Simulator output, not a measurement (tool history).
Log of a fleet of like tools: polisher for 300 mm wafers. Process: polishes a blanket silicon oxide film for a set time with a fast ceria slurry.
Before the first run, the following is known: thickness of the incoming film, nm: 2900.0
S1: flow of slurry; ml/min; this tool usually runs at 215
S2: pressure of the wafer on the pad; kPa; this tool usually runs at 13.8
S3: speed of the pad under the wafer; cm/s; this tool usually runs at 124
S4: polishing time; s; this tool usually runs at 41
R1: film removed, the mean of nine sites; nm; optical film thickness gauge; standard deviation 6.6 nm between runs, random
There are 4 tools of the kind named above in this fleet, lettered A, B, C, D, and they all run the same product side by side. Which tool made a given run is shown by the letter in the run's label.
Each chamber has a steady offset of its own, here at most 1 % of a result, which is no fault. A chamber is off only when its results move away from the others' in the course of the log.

run	hour	S1	S2	S3	S4	R1
# hour 2.5: chamber B: slurry nozzle cleaned
# hour 2.7: chamber C: worn pad replaced by a new one
1B	10.7	215	13.8	124	41	667.54
2A	22.5	215	13.8	124	41	673.44
3C	30.1	215	13.8	124	41	666.89
4D	36.8	215	13.8	124	41	662.14
# hour 44.3: chamber A: worn pad replaced by a new one
5D	50.8	215	13.8	124	41	662.31
# hour 55.8: chamber D: worn pad replaced by a new one
# hour 59: chamber D: slurry nozzle cleaned
6B	60.3	215	13.8	124	41	662.93
# hour 69.8: chamber C: worn pad replaced by a new one
7C	70.6	215	13.8	124	41	671.14
8A	82.5	215	13.8	124	41	674.01
9B	91	215	17.9	124	53	1116.8
10A	103.5	215	17.9	124	53	1125.7
# hour 109.6: chamber A: slurry nozzle cleaned
# hour 110.7: chamber B: worn pad replaced by a new one
11C	110.8	215	17.9	124	53	1137.6
12D	117.2	215	17.9	124	53	1123.3
# hour 117.5: chamber A: worn pad replaced by a new one
13B	127.7	215	13.8	124	41	666.98
# hour 131.1: chamber C: worn pad replaced by a new one
14C	140.5	215	13.8	124	41	669.25
15D	153.4	215	13.8	124	41	675.84
16A	160.4	215	13.8	124	41	675.19
17A	167.7	215	13.8	124	41	669.55
# hour 175.7: chamber B: head pressure recalibrated
# hour 177.4: chamber D: worn pad replaced by a new one
# hour 177.7: chamber A: worn pad replaced by a new one
18C	179.2	215	13.8	124	41	673.03
19B	189.5	215	13.8	124	41	662.29
# hour 195.6: chamber C: worn pad replaced by a new one
20D	196.3	215	13.8	124	41	677.16
21D	209.2	245	13.8	86	41	476.42
22A	222.4	245	13.8	86	41	480.67
# hour 223.2: chamber B: slurry nozzle cleaned
23B	230.5	245	13.8	86	41	472.95
# hour 237.2: chamber B: worn pad replaced by a new one
# hour 240.2: chamber A: worn pad replaced by a new one
24C	241.1	245	13.8	86	41	473.96
# hour 241.3: chamber D: head pressure recalibrated
25C	248.1	215	13.8	124	41	677.71
# hour 256.1: chamber C: worn pad replaced by a new one
26A	258.5	215	13.8	124	41	677.12
27D	265.1	215	13.8	124	41	666.1
28B	278	215	13.8	124	41	674.02
# hour 286.1: chamber D: worn pad replaced by a new one
29C	290.4	215	13.8	124	41	667.95
30D	302	215	13.8	124	41	664.54
# hour 313.8: chamber A: worn pad replaced by a new one
31A	314.9	215	13.8	124	41	675.52
32B	321.2	215	13.8	124	41	672.17
# hour 323.9: chamber A: slurry nozzle cleaned
# hour 330.7: chamber C: worn pad replaced by a new one
33A	331.2	215	13.8	124	41	667.59
34B	343.5	215	13.8	124	41	658.26
35C	353.4	215	11.7	92	41	418.32

All chambers now run identical settings, listed one chamber a line with results as question marks. What results will each chamber show?
36A	363.6	215	13.8	86	41	?
36B	363.6	215	13.8	86	41	?
36C	363.6	215	13.8	86	41	?
36D	363.6	215	13.8	86	41	?

run	R1
36A	461.78
36B	466.2
36C	469.56
36D	465.67
